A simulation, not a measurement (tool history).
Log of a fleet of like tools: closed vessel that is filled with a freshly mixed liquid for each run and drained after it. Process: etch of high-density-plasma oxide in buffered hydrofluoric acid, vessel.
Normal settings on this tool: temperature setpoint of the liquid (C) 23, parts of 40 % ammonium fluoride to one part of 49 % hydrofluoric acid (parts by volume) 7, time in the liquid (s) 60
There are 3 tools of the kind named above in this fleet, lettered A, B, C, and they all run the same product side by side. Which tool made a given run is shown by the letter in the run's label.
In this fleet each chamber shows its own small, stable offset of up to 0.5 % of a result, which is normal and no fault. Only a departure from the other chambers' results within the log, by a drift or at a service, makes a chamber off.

run	day	temperature setpoint of the liquid (C)	parts of 40 % ammonium fluoride to one part of 49 % hydrofluoric acid (parts by volume)	time in the liquid (s)	hours since the thermometer was replaced	hours since the hydrofluoric acid flow meter was replaced	read-back film thickness of the high-density-plasma oxide reference wafer, read on the same gauge (nm)	thickness taken off the high-density-plasma oxide on a monitor wafer (angstrom)
1B	0.183	23	7	60	761.9	1098.1	60.017	1010.8
2C	0.371	23	7	60	997.5	215.9	60.002	1012.4
3A	0.6	23	7	60	19	1695.1	60.01	1007.8
4B	0.9	23	7	60	779.1	1115.3	60.003	1006
5C	1.075	23	7	60	1014.4	232.8	60.027	993.48
6A	1.275	23	7	60	35.2	1711.3	60.001	998.61
7C	1.462	23	7	60	1023.7	242.1	59.988	1006.5
8A	1.746	23	7	60	46.5	1722.6	59.987	997.67
9B	1.917	23	7	60	803.5	1139.7	60.006	1019
10A	2.196	23	7	60	57.3	1733.4	59.996	1014.2
11C	2.371	23	7	60	1045.5	263.9	60.009	1004.5
12B	2.546	23	7	60	818.6	1154.8	60.013	1015.6
13C	2.754	23	7	60	1054.7	273.1	60.001	1013.1
14B	2.904	20	7	60	827.2	1163.4	60.004	868.66
15A	3.096	20	7	60	78.9	1755	59.989	858.85
16A	3.354	20	7	60	85.1	1761.2	60.007	857.32
17B	3.55	23	5.5	95	842.7	1178.9	59.979	2037.5
18C	3.775	23	5.5	95	1079.2	297.6	60.008	1947.5
19C	3.925	23	5.5	95	1082.8	301.2	60.014	1933.9
# day 4.096: chamber A: hydrofluoric acid flow meter replaced
20B	4.188	23	7	75	858	1194.2	60.009	1297.8
21A	4.446	23	7	75	111.3	8.4	59.996	1255.6
22B	4.65	23	7	75	869.1	1205.3	60.017	1299.7
23C	4.788	23	7	60	1103.5	321.9	60.001	988.56
24A	5.092	23	7	60	126.8	23.9	59.99	1000.6
25C	5.379	23	7	60	1117.7	336.1	59.999	1002.1
26B	5.692	23	7	60	894.1	1230.3	59.992	1056
27A	5.996	23	7	60	148.5	45.6	59.998	1012.9
# day 6.012: chamber C: thermometer replaced
28B	6.267	23	6	40	907.9	1244.1	60.005	813.19
29A	6.488	23	6	40	160.3	57.4	60.009	763.51
30C	6.704	23	6	40	16.7	367.9	59.981	762.4
31C	6.921	23	7	60	21.9	373.1	59.994	992.6
32B	7.117	23	7	60	928.3	1264.5	59.985	1077.5
33A	7.388	23	7	60	181.9	79	60.013	1007.8
34A	7.558	23	7	60	186	83.1	60.013	992.94
35B	7.804	27.5	8	60	944.8	1281	60.021	1197.9
36C	8.104	27.5	8	60	50.3	401.5	59.985	1121.9

Each of the 3 chambers runs these same settings next. Fill in every chamber's results:
37A	8.333	23	7	60				?
37B	8.333	23	7	60				?
37C	8.333	23	7	60				?

run	thickness taken off the high-density-plasma oxide on a monitor wafer (angstrom)
37A	1009.6
37B	1097
37C	1011.4
